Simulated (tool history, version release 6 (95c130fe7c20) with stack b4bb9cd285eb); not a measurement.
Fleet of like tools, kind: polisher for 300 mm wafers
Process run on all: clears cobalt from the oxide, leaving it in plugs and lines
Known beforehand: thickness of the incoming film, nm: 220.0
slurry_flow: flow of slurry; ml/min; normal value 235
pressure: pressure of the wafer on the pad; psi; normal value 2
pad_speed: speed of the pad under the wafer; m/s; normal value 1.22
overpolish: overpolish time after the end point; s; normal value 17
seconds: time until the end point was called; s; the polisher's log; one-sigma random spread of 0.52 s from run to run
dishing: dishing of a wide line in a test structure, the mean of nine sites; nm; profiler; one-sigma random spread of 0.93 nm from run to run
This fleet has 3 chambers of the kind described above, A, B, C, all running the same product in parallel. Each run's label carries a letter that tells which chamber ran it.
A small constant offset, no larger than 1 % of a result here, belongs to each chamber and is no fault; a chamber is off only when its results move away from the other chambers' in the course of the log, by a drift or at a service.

| run | day | slurry_flow | pressure | pad_speed | overpolish | seconds | dishing |
|---|---|---|---|---|---|---|---|
| 1A | 0.342 | 235 | 2 | 1.22 | 17 | 31.946 | 53.807 |
|  | 0.675 | chamber C: worn pad replaced by a new one |
| 2C | 0.775 | 235 | 2 | 1.22 | 17 | 31.916 | 54.092 |
| 3B | 1.008 | 235 | 2 | 1.22 | 17 | 31.844 | 55.5 |
|  | 1.1 | chamber C: slurry nozzle cleaned |
| 4A | 1.229 | 235 | 2 | 1.22 | 17 | 31.904 | 54.534 |
|  | 1.454 | chamber B: worn pad replaced by a new one |
| 5B | 1.617 | 235 | 2 | 1.22 | 14 | 32.286 | 50.03 |
|  | 1.896 | chamber B: slurry nozzle cleaned |
| 6C | 2.079 | 235 | 2 | 1.22 | 14 | 30.811 | 51.048 |
| 7C | 2.583 | 235 | 2 | 1.22 | 14 | 31.023 | 50.268 |
|  | 2.996 | chamber A: worn pad replaced by a new one |
| 8B | 3.021 | 235 | 2 | 1.22 | 17 | 33.004 | 54.525 |
| 9A | 3.467 | 235 | 2 | 1.22 | 17 | 31.379 | 54.349 |
| 10A | 3.688 | 235 | 2 | 1.22 | 17 | 32.069 | 54.524 |
| 11C | 3.992 | 235 | 2 | 1.22 | 17 | 31.157 | 53.506 |
|  | 4.121 | chamber B: worn pad replaced by a new one |
| 12B | 4.392 | 235 | 2 | 1.22 | 17 | 31.423 | 54.211 |
| 13B | 4.892 | 235 | 2 | 1.22 | 17 | 31.797 | 55.592 |
|  | 5.038 | chamber C: worn pad replaced by a new one |
| 14A | 5.312 | 235 | 2 | 1.22 | 17 | 31.713 | 54.089 |
| 15C | 5.646 | 235 | 2 | 1.22 | 17 | 30.055 | 54.773 |
| 16A | 6.029 | 235 | 2 | 1.22 | 17 | 31.422 | 55.144 |
| 17B | 6.467 | 235 | 2 | 1.22 | 17 | 31.616 | 55.419 |
| 18C | 6.933 | 235 | 2 | 1.22 | 17 | 29.396 | 54.77 |
|  | 7.246 | chamber B: worn pad replaced by a new one |
| 19B | 7.246 | 235 | 2 | 1.22 | 17 | 30.867 | 54.75 |
| 20A | 7.7 | 235 | 2 | 1.22 | 17 | 31.693 | 53.216 |
| 21C | 8.05 | 235 | 2 | 1.22 | 17 | 30.517 | 58.238 |
|  | 8.225 | chamber A: worn pad replaced by a new one |
| 22C | 8.412 | 235 | 2 | 1.22 | 17 | 30.032 | 55.221 |
| 23B | 8.85 | 235 | 2 | 1.22 | 17 | 31.233 | 53.34 |
|  | 9.042 | chamber C: worn pad replaced by a new one |
| 24A | 9.317 | 235 | 2 | 1.22 | 17 | 31.524 | 52.927 |
| 25A | 9.758 | 235 | 2 | 1.22 | 17 | 32.819 | 53.643 |
|  | 9.908 | chamber B: worn pad replaced by a new one |
| 26B | 10.125 | 235 | 2 | 1.22 | 17 | 31.177 | 54.918 |
| 27C | 10.367 | 235 | 2 | 1.22 | 17 | 28.814 | 56.705 |
| 28C | 10.762 | 235 | 2 | 1.22 | 17 | 29.253 | 58.565 |
| 29B | 11.046 | 235 | 2 | 1.22 | 17 | 31.649 | 54.808 |
| 30A | 11.304 | 235 | 2 | 1.22 | 17 | 31.802 | 55.939 |
| 31A | 11.754 | 235 | 2 | 1.22 | 26 | 31.644 | 61.092 |
| 32B | 12.171 | 235 | 2 | 1.22 | 26 | 31.064 | 61.835 |
| 33C | 12.567 | 235 | 2 | 1.22 | 26 | 29.854 | 62.651 |
| 34C | 12.792 | 235 | 2 | 1.22 | 17 | 28.415 | 55.732 |
|  | 12.912 | chamber B: slurry nozzle cleaned |
|  | 12.925 | chamber B: worn pad replaced by a new one |
| 35B | 13.017 | 235 | 2 | 1.22 | 17 | 30.355 | 55.105 |
|  | 13.446 | chamber A: worn pad replaced by a new one |
| 36A | 13.458 | 235 | 2 | 1.22 | 17 | 31.945 | 55.347 |
| 37B | 13.696 | 235 | 2 | 1.22 | 17 | 31.8 | 55.211 |
|  | 13.929 | chamber C: worn pad replaced by a new one |
| 38A | 13.958 | 235 | 1.7 | 1.36 | 17 | 34.332 | 53.155 |
| 39C | 14.208 | 235 | 1.7 | 1.36 | 17 | 30.093 | 56.839 |

Decide between three cases: one chamber stands off from its peers, the gauge reading all wafers drifts, or nothing is wrong past each chamber's small offset. Where a chamber is off, say which and what most likely put it there.

One chamber, C, drifts off from the rest bit by bit.
Likeliest cause: head's pressure above its setpoint, % = 10.7.

Below are 4 candidate recipes for chamber C's next run, each the usual settings with a change, their results shown as question marks. Which of them brings C's results back in line with what the other chambers give on the usual settings?
A result is in line if it is within this distance of the other chambers' mean on the usual settings: seconds 1.8 s; dishing 3.3 nm
| 40C-1 | 14.571 | 235 | 1.9 | 1.16 | 17 | ? | ? |
| 40C-2 | 14.571 | 235 | 2.1 | 1.28 | 17 | ? | ? |
| 40C-3 | 14.571 | 235 | 1.8 | 1.1 | 18 | ? | ? |
| 40C-4 | 14.571 | 240 | 2.2 | 1.34 | 18 | ? | ? |

Usual-settings mean across the other chambers: seconds 31.543 s; dishing 54.878 nm
| run | seconds | dishing |
|---|---|---|
| 40C-1 | 31.689 | 54.699 |
| 40C-2 | 25.938 | 58.202 |
| 40C-3 | 35.309 | 53.724 |
| 40C-4 | 23.577 | 60.384 |
40C-1 brings the chamber back in line.

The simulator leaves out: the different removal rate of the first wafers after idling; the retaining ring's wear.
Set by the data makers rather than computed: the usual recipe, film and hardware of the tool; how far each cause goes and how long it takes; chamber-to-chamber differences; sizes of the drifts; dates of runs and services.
